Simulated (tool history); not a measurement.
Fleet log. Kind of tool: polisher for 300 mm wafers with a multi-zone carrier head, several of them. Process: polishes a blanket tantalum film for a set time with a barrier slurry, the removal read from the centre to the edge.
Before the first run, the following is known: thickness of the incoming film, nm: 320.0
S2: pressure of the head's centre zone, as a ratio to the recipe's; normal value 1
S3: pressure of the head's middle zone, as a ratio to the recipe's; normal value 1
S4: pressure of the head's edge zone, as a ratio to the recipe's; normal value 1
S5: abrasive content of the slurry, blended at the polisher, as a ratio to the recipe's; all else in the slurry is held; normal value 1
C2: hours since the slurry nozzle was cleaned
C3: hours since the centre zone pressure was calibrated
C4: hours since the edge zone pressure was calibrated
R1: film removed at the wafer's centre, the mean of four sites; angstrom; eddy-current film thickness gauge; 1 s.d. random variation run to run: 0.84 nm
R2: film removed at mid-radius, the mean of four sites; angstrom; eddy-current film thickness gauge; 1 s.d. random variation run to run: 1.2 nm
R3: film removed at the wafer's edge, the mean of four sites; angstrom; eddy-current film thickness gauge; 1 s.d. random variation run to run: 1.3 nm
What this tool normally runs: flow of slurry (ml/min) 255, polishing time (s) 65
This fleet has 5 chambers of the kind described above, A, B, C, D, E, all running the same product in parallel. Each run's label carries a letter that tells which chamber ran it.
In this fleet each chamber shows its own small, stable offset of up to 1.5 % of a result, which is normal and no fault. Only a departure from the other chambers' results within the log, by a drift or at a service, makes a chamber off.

run 1B day=0.454 | flow_of_slurry_(ml/min)=255 S2=1 S3=1 S4=1 S5=1 polishing_time_(s)=65 | wafers_polished_on_this_pad=1151 C2=295.7 C3=1149.9 C4=172.5 | R1=1038.3 R2=1046.1 R3=1050.2
run 2A day=0.779 | flow_of_slurry_(ml/min)=255 S2=1 S3=1 S4=1 S5=1 polishing_time_(s)=65 | wafers_polished_on_this_pad=781 C2=293.3 C3=569.6 C4=479.9 | R1=1041 R2=1023.5 R3=1028.8
run 3E day=1.012 | flow_of_slurry_(ml/min)=255 S2=1 S3=1 S4=1 S5=1 polishing_time_(s)=65 | wafers_polished_on_this_pad=587 C2=102.4 C3=672.4 C4=249.8 | R1=1018.6 R2=1024.9 R3=1037.2
run 4D day=1.321 | flow_of_slurry_(ml/min)=255 S2=1 S3=1 S4=1 S5=1 polishing_time_(s)=65 | wafers_polished_on_this_pad=494 C2=242.4 C3=495.6 C4=293.8 | R1=1021.1 R2=1020.6 R3=1020.8
-- day=1.529 chamber B: worn pad replaced by a new one
run 5C day=1.688 | flow_of_slurry_(ml/min)=255 S2=1 S3=1 S4=1 S5=1 polishing_time_(s)=65 | wafers_polished_on_this_pad=835 C2=498.5 C3=782.7 C4=152.2 | R1=1018.1 R2=1025.3 R3=1007
run 6C day=2.104 | flow_of_slurry_(ml/min)=255 S2=1 S3=1 S4=1 S5=1 polishing_time_(s)=65 | wafers_polished_on_this_pad=967 C2=508.5 C3=792.7 C4=162.2 | R1=1023.2 R2=1001.8 R3=1024.7
-- day=2.108 chamber E: worn pad replaced by a new one
-- day=2.383 chamber C: worn pad replaced by a new one
run 7A day=2.412 | flow_of_slurry_(ml/min)=320 S2=1 S3=1 S4=1 S5=1 polishing_time_(s)=65 | wafers_polished_on_this_pad=1299 C2=332.5 C3=608.8 C4=519.1 | R1=1073.7 R2=1054.1 R3=1022.7
-- day=2.583 chamber A: worn pad replaced by a new one
run 8B day=2.871 | flow_of_slurry_(ml/min)=320 S2=1 S3=1 S4=1 S5=1 polishing_time_(s)=65 | wafers_polished_on_this_pad=425 C2=353.7 C3=1207.9 C4=230.5 | R1=1065.8 R2=1032.3 R3=1042.5
run 9E day=3.175 | flow_of_slurry_(ml/min)=320 S2=1 S3=1 S4=1 S5=1 polishing_time_(s)=65 | wafers_polished_on_this_pad=338 C2=154.3 C3=724.3 C4=301.7 | R1=1033.4 R2=1059.4 R3=1048.7
run 10D day=3.525 | flow_of_slurry_(ml/min)=320 S2=1 S3=1 S4=1 S5=1 polishing_time_(s)=65 | wafers_polished_on_this_pad=1192 C2=295.3 C3=548.5 C4=346.7 | R1=1062.6 R2=1042.3 R3=1054.5
run 11E day=3.954 | flow_of_slurry_(ml/min)=320 S2=1 S3=1 S4=1 S5=1 polishing_time_(s)=65 | wafers_polished_on_this_pad=585 C2=173 C3=743 C4=320.4 | R1=1056.5 R2=1056.9 R3=1018.2
-- day=3.962 chamber D: worn pad replaced by a new one
run 12A day=4.329 | flow_of_slurry_(ml/min)=255 S2=1 S3=1 S4=1 S5=1 polishing_time_(s)=65 | wafers_polished_on_this_pad=552 C2=378.5 C3=654.8 C4=565.1 | R1=1060.5 R2=1044.4 R3=1030.4
run 13C day=4.717 | flow_of_slurry_(ml/min)=255 S2=1.05 S3=1 S4=1 S5=1 polishing_time_(s)=79 | wafers_polished_on_this_pad=739 C2=571.2 C3=855.4 C4=224.9 | R1=1301.6 R2=1232.9 R3=1260.6
run 14B day=5.117 | flow_of_slurry_(ml/min)=255 S2=1.05 S3=1 S4=1 S5=1 polishing_time_(s)=79 | wafers_polished_on_this_pad=1136 C2=407.6 C3=1261.8 C4=284.4 | R1=1343.5 R2=1241.3 R3=1285.2
-- day=5.171 chamber E: worn pad replaced by a new one
-- day=5.362 chamber D: centre zone pressure recalibrated
run 15D day=5.512 | flow_of_slurry_(ml/min)=255 S2=1.05 S3=1 S4=1 S5=1 polishing_time_(s)=79 | wafers_polished_on_this_pad=491 C2=343 C3=3.6 C4=394.4 | R1=1303.2 R2=1238.8 R3=1256.4
-- day=5.571 chamber B: worn pad replaced by a new one
run 16C day=5.962 | flow_of_slurry_(ml/min)=255 S2=1.05 S3=1 S4=1 S5=1 polishing_time_(s)=79 | wafers_polished_on_this_pad=1134 C2=601.1 C3=885.3 C4=254.8 | R1=1311.6 R2=1281.5 R3=1222.6
run 17B day=6.233 | flow_of_slurry_(ml/min)=255 S2=1.05 S3=1 S4=1 S5=1 polishing_time_(s)=79 | wafers_polished_on_this_pad=210 C2=434.4 C3=1288.6 C4=311.2 | R1=1333.3 R2=1249.6 R3=1246.4
-- day=6.317 chamber C: worn pad replaced by a new one
run 18A day=6.671 | flow_of_slurry_(ml/min)=255 S2=1 S3=1 S4=1 S5=1 polishing_time_(s)=65 | wafers_polished_on_this_pad=1294 C2=434.7 C3=711 C4=621.3 | R1=1054.4 R2=1009.7 R3=1045.3
-- day=6.738 chamber A: edge zone pressure recalibrated
run 19D day=7.1 | flow_of_slurry_(ml/min)=255 S2=1 S3=1 S4=1 S5=1 polishing_time_(s)=65 | wafers_polished_on_this_pad=993 C2=381.1 C3=41.7 C4=432.5 | R1=1018.7 R2=1010.3 R3=1039.5
run 20E day=7.429 | flow_of_slurry_(ml/min)=255 S2=1 S3=1 S4=1 S5=1 polishing_time_(s)=65 | wafers_polished_on_this_pad=715 C2=256.4 C3=826.4 C4=403.8 | R1=1028.9 R2=1050.4 R3=1049.9
-- day=7.442 chamber A: worn pad replaced by a new one
run 21B day=7.758 | flow_of_slurry_(ml/min)=255 S2=1 S3=1 S4=1 S5=1 polishing_time_(s)=65 | wafers_polished_on_this_pad=693 C2=471 C3=1325.2 C4=347.8 | R1=1043.5 R2=1023.1 R3=1041.7
-- day=7.829 chamber C: centre zone pressure recalibrated
-- day=8.079 chamber B: slurry nozzle cleaned
-- day=8.096 chamber D: slurry nozzle cleaned
-- day=8.104 chamber E: worn pad replaced by a new one
run 22C day=8.104 | flow_of_slurry_(ml/min)=285 S2=1 S3=1 S4=1 S5=1 polishing_time_(s)=65 | wafers_polished_on_this_pad=566 C2=652.5 C3=6.6 C4=306.2 | R1=965.92 R2=1067.6 R3=1039.8
-- day=8.371 chamber D: worn pad replaced by a new one
-- day=8.425 chamber B: edge zone pressure recalibrated
run 23A day=8.554 | flow_of_slurry_(ml/min)=285 S2=1 S3=1 S4=1 S5=1 polishing_time_(s)=65 | wafers_polished_on_this_pad=352 C2=479.9 C3=756.2 C4=43.7 | R1=1070.8 R2=1072.1 R3=1045
-- day=8.742 chamber E: slurry nozzle cleaned
run 24E day=9.004 | flow_of_slurry_(ml/min)=285 S2=1 S3=1 S4=1 S5=1 polishing_time_(s)=65 | wafers_polished_on_this_pad=285 C2=6.4 C3=864.2 C4=441.6 | R1=1045.6 R2=1022.2 R3=1028.3
-- day=9.042 chamber A: slurry nozzle cleaned
run 25D day=9.217 | flow_of_slurry_(ml/min)=285 S2=1 S3=1 S4=1 S5=1 polishing_time_(s)=65 | wafers_polished_on_this_pad=268 C2=26.9 C3=92.5 C4=483.3 | R1=1052.8 R2=1057.6 R3=1052.2
-- day=9.358 chamber B: worn pad replaced by a new one
-- day=9.625 chamber C: worn pad replaced by a new one
run 26B day=9.654 | flow_of_slurry_(ml/min)=285 S2=1 S3=1 S4=1 S5=1 polishing_time_(s)=65 | wafers_polished_on_this_pad=93 C2=37.9 C3=1370.7 C4=29.6 | R1=1055.8 R2=1032.1 R3=1040.4
run 27C day=9.938 | flow_of_slurry_(ml/min)=255 S2=0.95 S3=1 S4=1 S5=1 polishing_time_(s)=65 | wafers_polished_on_this_pad=99 C2=696.5 C3=50.6 C4=350.2 | R1=915.21 R2=1035.4 R3=1037.6
run 28D day=10.167 | flow_of_slurry_(ml/min)=255 S2=0.95 S3=1 S4=1 S5=1 polishing_time_(s)=65 | wafers_polished_on_this_pad=569 C2=49.7 C3=115.3 C4=506.1 | R1=960.55 R2=1030.3 R3=1034.4
-- day=10.242 chamber D: edge zone pressure recalibrated
run 29E day=10.567 | flow_of_slurry_(ml/min)=255 S2=0.95 S3=1 S4=1 S5=1 polishing_time_(s)=65 | wafers_polished_on_this_pad=780 C2=43.9 C3=901.7 C4=479.1 | R1=979.46 R2=1045.2 R3=1058.5
-- day=10.688 chamber E: worn pad replaced by a new one
run 30A day=10.771 | flow_of_slurry_(ml/min)=255 S2=0.95 S3=1 S4=1 S5=1 polishing_time_(s)=65 | wafers_polished_on_this_pad=1054 C2=41.6 C3=809.4 C4=96.9 | R1=990.31 R2=1025.1 R3=1021.1
-- day=10.879 chamber C: edge zone pressure recalibrated
run 31A day=11.171 | flow_of_slurry_(ml/min)=255 S2=0.95 S3=1 S4=1 S5=1 polishing_time_(s)=65 | wafers_polished_on_this_pad=1181 C2=51.2 C3=819 C4=106.5 | R1=994.49 R2=1038.5 R3=1051.1
-- day=11.492 chamber A: worn pad replaced by a new one
run 32D day=11.583 | flow_of_slurry_(ml/min)=255 S2=1 S3=1 S4=1 S5=1 polishing_time_(s)=65 | wafers_polished_on_this_pad=1017 C2=83.7 C3=149.3 C4=32.3 | R1=1027.6 R2=1021.6 R3=1040.8
run 33E day=11.871 | flow_of_slurry_(ml/min)=310 S2=1 S3=1 S4=1 S5=1 polishing_time_(s)=65 | wafers_polished_on_this_pad=375 C2=75.2 C3=933 C4=510.4 | R1=1048 R2=1041.7 R3=1056
-- day=11.946 chamber C: slurry nozzle cleaned
run 34C day=12.138 | flow_of_slurry_(ml/min)=310 S2=1 S3=1 S4=1 S5=1 polishing_time_(s)=65 | wafers_polished_on_this_pad=795 C2=4.6 C3=103.4 C4=30.3 | R1=979.99 R2=1025.9 R3=1020
run 35B day=12.396 | flow_of_slurry_(ml/min)=310 S2=1 S3=1 S4=1 S5=1 polishing_time_(s)=65 | wafers_polished_on_this_pad=962 C2=103.7 C3=1436.5 C4=95.4 | R1=1069.4 R2=1044.1 R3=1078.3
-- day=12.529 chamber D: worn pad replaced by a new one
run 36C day=12.788 | flow_of_slurry_(ml/min)=310 S2=1 S3=1 S4=1 S5=1 polishing_time_(s)=65 | wafers_polished_on_this_pad=1001 C2=20.2 C3=119 C4=45.9 | R1=982.86 R2=1037.3 R3=1056.6
run 37E day=13.179 | flow_of_slurry_(ml/min)=310 S2=1 S3=1 S4=1 S5=1 polishing_time_(s)=65 | wafers_polished_on_this_pad=789 C2=106.6 C3=964.4 C4=541.8 | R1=1048.1 R2=1059.7 R3=1078.6
run 38A day=13.488 | flow_of_slurry_(ml/min)=255 S2=1 S3=1 S4=1 S5=1 polishing_time_(s)=65 | wafers_polished_on_this_pad=632 C2=106.8 C3=874.6 C4=162.1 | R1=1048.1 R2=1016 R3=1036.1
run 39D day=13.912 | flow_of_slurry_(ml/min)=255 S2=1 S3=1 S4=1 S5=1 polishing_time_(s)=65 | wafers_polished_on_this_pad=438 C2=139.6 C3=205.2 C4=88.2 | R1=1021.2 R2=1011.9 R3=1030.4

Next, every chamber runs the same settings. What will each give?
run 40A day=14.25 | flow_of_slurry_(ml/min)=255 S2=1 S3=1 S4=1 S5=1 polishing_time_(s)=65 | R1=? R2=? R3=?
run 40B day=14.25 | flow_of_slurry_(ml/min)=255 S2=1 S3=1 S4=1 S5=1 polishing_time_(s)=65 | R1=? R2=? R3=?
run 40C day=14.25 | flow_of_slurry_(ml/min)=255 S2=1 S3=1 S4=1 S5=1 polishing_time_(s)=65 | R1=? R2=? R3=?
run 40D day=14.25 | flow_of_slurry_(ml/min)=255 S2=1 S3=1 S4=1 S5=1 polishing_time_(s)=65 | R1=? R2=? R3=?
run 40E day=14.25 | flow_of_slurry_(ml/min)=255 S2=1 S3=1 S4=1 S5=1 polishing_time_(s)=65 | R1=? R2=? R3=?

run=40A R1=1044 R2=1044.8 R3=1027.7
run=40B R1=1034.1 R2=1028.1 R3=1024.6
run=40C R1=957.82 R2=1022.5 R3=1042.3
run=40D R1=1011.9 R2=1011 R3=1022.1
run=40E R1=1030.6 R2=1026.7 R3=1026.3
